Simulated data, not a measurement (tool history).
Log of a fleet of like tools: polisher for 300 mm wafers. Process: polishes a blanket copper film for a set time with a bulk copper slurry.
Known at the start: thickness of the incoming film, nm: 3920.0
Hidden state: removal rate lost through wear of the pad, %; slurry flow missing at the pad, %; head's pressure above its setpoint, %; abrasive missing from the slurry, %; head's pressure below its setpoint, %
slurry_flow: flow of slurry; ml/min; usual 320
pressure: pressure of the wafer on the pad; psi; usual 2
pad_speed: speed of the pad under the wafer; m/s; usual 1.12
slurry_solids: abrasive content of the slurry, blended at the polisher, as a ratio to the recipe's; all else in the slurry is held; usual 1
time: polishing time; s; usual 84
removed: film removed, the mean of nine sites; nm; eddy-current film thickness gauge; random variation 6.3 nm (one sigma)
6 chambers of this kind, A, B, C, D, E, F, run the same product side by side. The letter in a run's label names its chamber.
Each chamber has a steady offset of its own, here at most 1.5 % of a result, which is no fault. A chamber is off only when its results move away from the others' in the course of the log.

run,hour,slurry_flow,pressure,pad_speed,slurry_solids,time,wafers polished on this pad,hours since the slurry nozzle was cleaned,hours since the head pressure was calibrated,hours since the slurry blender was calibrated,removed
1C,7.2,320,2,1.12,1,84,786,252.2,315.3,92.3,738.76
2F,15.3,320,2,1.12,1,84,127,175.2,442.5,60.3,741.53
# hour 18: chamber E: worn pad replaced by a new one
3E,22.6,320,2,1.12,1,84,35,85.7,242.4,115.6,735.28
4B,33.1,320,2,1.12,1,84,1306,68.2,847.5,306.5,736.63
5D,43.5,320,2,1.12,1,84,512,185.1,1155.8,174.3,732.69
# hour 45.3: chamber E: slurry blender recalibrated
# hour 47.1: chamber B: slurry blender recalibrated
# hour 49.6: chamber F: slurry nozzle cleaned
6A,51.6,320,2,1.12,1,84,756,192.7,147.1,252.8,742.42
# hour 53.1: chamber C: worn pad replaced by a new one
7F,61.4,320,2,1.12,1,84,480,11.8,488.6,106.4,747.85
# hour 68.3: chamber B: worn pad replaced by a new one
# hour 71.6: chamber D: worn pad replaced by a new one
8C,72.3,320,2,1.12,1,84,147,317.3,380.4,157.4,733.11
9D,83.1,320,2,1.12,1,84,88,224.7,1195.4,213.9,731.99
# hour 90.8: chamber A: slurry blender recalibrated
10E,92.4,320,2,1.12,1,84,570,155.5,312.2,47.2,728.84
# hour 93: chamber E: worn pad replaced by a new one
11B,103.3,320,2,0.72,1,84,268,138.4,917.7,56.2,471.24
# hour 107.5: chamber C: head pressure recalibrated
12A,112.9,320,2,0.72,1,84,1226,254,208.4,22.2,467.87
13B,119.8,320,2,0.72,1,84,394,154.9,934.2,72.7,462.8
# hour 121.9: chamber D: head pressure recalibrated
# hour 123.9: chamber C: slurry blender recalibrated
# hour 126.4: chamber D: slurry blender recalibrated
14E,127.6,320,2,0.72,1,84,265,190.7,347.4,82.4,460.06
# hour 130.2: chamber E: slurry nozzle cleaned
# hour 132.5: chamber F: worn pad replaced by a new one
15D,134.7,320,2,0.72,1,84,483,276.3,12.9,8.3,476.58
16F,143.6,320,2,0.72,1,84,85,94,570.8,188.6,467.23
# hour 144: chamber A: slurry nozzle cleaned
17C,149.1,320,2,1.12,1,84,736,394.1,41.6,25.3,727.55
# hour 153.4: chamber D: worn pad replaced by a new one
18A,155.1,320,2,1.12,1,84,1549,11.2,250.6,64.4,744.13
19C,163.3,320,2,1.12,1,84,844,408.3,55.8,39.5,727.69
# hour 171: chamber E: worn pad replaced by a new one
20B,172.4,320,2,1.12,1,84,797,207.5,986.8,125.3,732.4
# hour 175.4: chamber E: slurry blender recalibrated
21D,183.5,320,2,1.28,1,97,231,325.1,61.7,57.1,968.14
22F,190.5,320,2,1.28,1,97,444,140.9,617.7,235.5,961.76
# hour 193.8: chamber F: head pressure recalibrated
23E,199.8,320,2,1.28,1,97,221,69.7,419.6,24.5,980.27
# hour 202.7: chamber C: worn pad replaced by a new one
24A,205.4,320,2,1.28,1,97,1935,61.5,300.9,114.7,953.47
25D,210.5,320,2,1.28,1,97,438,352.1,88.7,84.1,963.27
# hour 211.2: chamber D: slurry nozzle cleaned
# hour 215.9: chamber E: head pressure recalibrated
26A,216.6,320,2,1.28,1,97,2020,72.7,312.1,125.9,956.85
# hour 219.1: chamber F: slurry blender recalibrated
27F,225.6,320,2,1.12,1,84,713,176,31.8,6.5,713.78
# hour 230.7: chamber D: worn pad replaced by a new one
28C,236.2,320,2,1.12,1,84,257,481.2,128.7,112.4,736.54
# hour 236.8: chamber B: worn pad replaced by a new one
# hour 237.3: chamber F: slurry nozzle cleaned
# hour 243.6: chamber E: worn pad replaced by a new one
29E,247.1,320,2,1.12,1,84,27,117,31.3,71.8,725.16
30B,252.8,320,2,1.12,1,84,122,287.9,1067.2,205.7,730.09
# hour 255.7: chamber F: worn pad replaced by a new one
31B,263.7,320,2,1.12,1,84,206,298.8,1078.1,216.6,727.12
32A,271.1,320,2,1.12,1,84,2438,127.2,366.6,180.4,698.46
33C,281.8,320,2,1.42,0.8,84,606,526.8,174.3,158,888.86
34D,288.4,320,2,1.42,0.8,84,442,77.3,166.6,162,884.73
35F,299.4,320,2,1.42,0.8,84,335,62.1,105.6,80.3,886.19
# hour 303.7: chamber B: slurry blender recalibrated
# hour 308.9: chamber E: worn pad replaced by a new one
36E,310.5,320,2,1.42,0.8,84,12,180.4,94.7,135.2,869.64
37F,316,320,2,1.42,0.8,84,462,78.7,122.2,96.9,886.77
# hour 321.1: chamber E: slurry blender recalibrated
# hour 321.4: chamber D: worn pad replaced by a new one
# hour 323.9: chamber B: slurry nozzle cleaned
# hour 325: chamber C: slurry blender recalibrated
38C,326.6,320,2,1.42,0.8,84,949,571.6,219.1,1.7,889.94
39A,331.8,320,2,1.12,1,84,2903,187.9,427.3,241.1,689.81
40E,340.5,320,2,1.12,1,59,242,210.4,124.7,19.4,518.01
# hour 340.9: chamber E: slurry nozzle cleaned
41B,350.6,320,2,1.12,1,59,871,26.7,1165,46.9,512.35
42D,358.6,320,2,1.12,1,59,285,147.5,236.8,232.2,515.61
43E,365.3,320,2,1.12,1,59,432,24.4,149.5,44.2,516.7

Next, every chamber runs the same settings. What will each give?
44A,373.3,320,2,1.12,1,84,,,,,?
44B,373.3,320,2,1.12,1,84,,,,,?
44C,373.3,320,2,1.12,1,84,,,,,?
44D,373.3,320,2,1.12,1,84,,,,,?
44E,373.3,320,2,1.12,1,84,,,,,?
44F,373.3,320,2,1.12,1,84,,,,,?

run,removed
44A,687.56
44B,728.23
44C,739.87
44D,735.55
44E,725.06
44F,725.02
